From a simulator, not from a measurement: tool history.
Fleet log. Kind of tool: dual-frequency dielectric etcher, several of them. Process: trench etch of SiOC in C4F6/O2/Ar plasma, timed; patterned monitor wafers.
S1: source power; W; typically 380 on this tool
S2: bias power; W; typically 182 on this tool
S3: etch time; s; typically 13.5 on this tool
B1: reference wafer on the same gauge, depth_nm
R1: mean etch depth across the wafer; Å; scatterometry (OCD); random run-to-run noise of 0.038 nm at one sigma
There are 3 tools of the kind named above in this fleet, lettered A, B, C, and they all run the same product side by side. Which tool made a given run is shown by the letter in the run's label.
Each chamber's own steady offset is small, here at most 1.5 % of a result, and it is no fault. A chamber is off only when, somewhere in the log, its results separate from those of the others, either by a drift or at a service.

run,day,S1,S2,S3,B1,R1
1C,0.475,380,182,13.5,22.506,275.28
2B,0.896,380,182,13.5,22.511,277.99
3A,1.354,380,182,13.5,22.506,278.98
4A,1.704,380,182,13.5,22.520,279.94
5B,2.233,380,182,13.5,22.533,278.50
6C,2.546,380,182,13.5,22.526,275.28
7C,3.017,380,182,13.5,22.543,275.59
8B,3.367,380,182,13.5,22.544,278.36
9A,3.879,380,182,13.5,22.551,279.68
10B,4.233,380,182,13.5,22.563,278.77
11A,4.508,380,182,13.5,22.561,280.23
12C,5.033,380,182,13.5,22.569,275.70
13A,5.604,380,182,13.5,22.571,279.50
14C,5.992,380,182,13.5,22.579,276.77
15B,6.354,380,182,13.5,22.588,278.44
16B,6.879,380,182,13.5,22.594,278.76
17A,7.338,380,182,13.5,22.593,279.95
18C,7.646,380,182,13.5,22.602,276.44
19C,8.079,380,182,13.5,22.614,276.08
# day 8.438: chamber A: wet clean of the chamber
20B,8.442,380,182,13.5,22.621,278.71
21A,8.971,380,182,13.5,22.632,280.32

What goes on in this fleet: one chamber off, a drifting gauge, or nothing beyond the chambers' own small offsets? Name the chamber and the cause, if any.

It is the gauge, not a chamber: its drift shows up in every chamber's results at once, and no chamber is off.
Likeliest cause: gauge reads high (%) = 0.571.
